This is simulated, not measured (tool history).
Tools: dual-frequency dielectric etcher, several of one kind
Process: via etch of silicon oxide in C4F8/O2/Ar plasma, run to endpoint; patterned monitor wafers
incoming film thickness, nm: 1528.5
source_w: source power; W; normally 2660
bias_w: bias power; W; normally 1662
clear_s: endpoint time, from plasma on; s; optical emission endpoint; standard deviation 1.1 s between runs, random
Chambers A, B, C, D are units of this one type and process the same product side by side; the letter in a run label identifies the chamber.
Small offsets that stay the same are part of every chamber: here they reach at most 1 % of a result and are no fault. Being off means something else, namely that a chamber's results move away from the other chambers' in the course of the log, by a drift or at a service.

run	day	source_w	bias_w	clear_s
1B	0.571	2660	1662	285.11
2C	0.954	2660	1662	281.09
3D	1.254	2660	1662	282.33
4A	1.817	2660	1662	284.56
5D	2.325	2660	1662	282.92
6B	2.904	2660	1662	281.92
7A	3.217	2660	1662	285.44
# day 3.275: chamber A: source power generator calibrated
8C	3.65	2660	1662	279.37
9B	4.146	2660	1662	283.61
10A	4.471	2660	1373	295.1
11C	4.783	2660	1373	293.57
12D	5.254	2660	1373	296.95
# day 5.408: chamber B: wet clean of the chamber
13B	5.742	2660	1373	298.64
14D	6.283	2660	1662	283.23
15C	6.638	2660	1662	281.14
# day 6.933: chamber C: wet clean of the chamber
# day 7.042: chamber D: wet clean of the chamber
16A	7.217	2660	1662	278.25
17B	7.712	2660	1662	283.65
18C	8.112	2660	1662	280.23
19D	8.692	2660	1662	282.97
20A	8.992	2660	1662	274.79
21B	9.283	2660	1662	284.42
22A	9.596	2660	1662	273.77
23D	10.012	2660	1662	280.78
24C	10.358	2660	1662	281.52
25A	10.858	2380	1422	297.34
26D	11.329	2380	1422	310.51
27B	11.729	2380	1422	309.35
28C	12.279	2380	1422	307.85
29A	12.592	2660	1662	269.86
30C	12.971	2660	1662	281.63
# day 13.05: chamber D: source power generator calibrated
31D	13.45	2660	1662	283.79

The same settings go to every chamber for the next run, one line per chamber below. Forecast the results for each:
32A	13.871	3210	1662	?
32B	13.871	3210	1662	?
32C	13.871	3210	1662	?
32D	13.871	3210	1662	?

run	clear_s
32A	248.13
32B	261.94
32C	262.23
32D	262.68
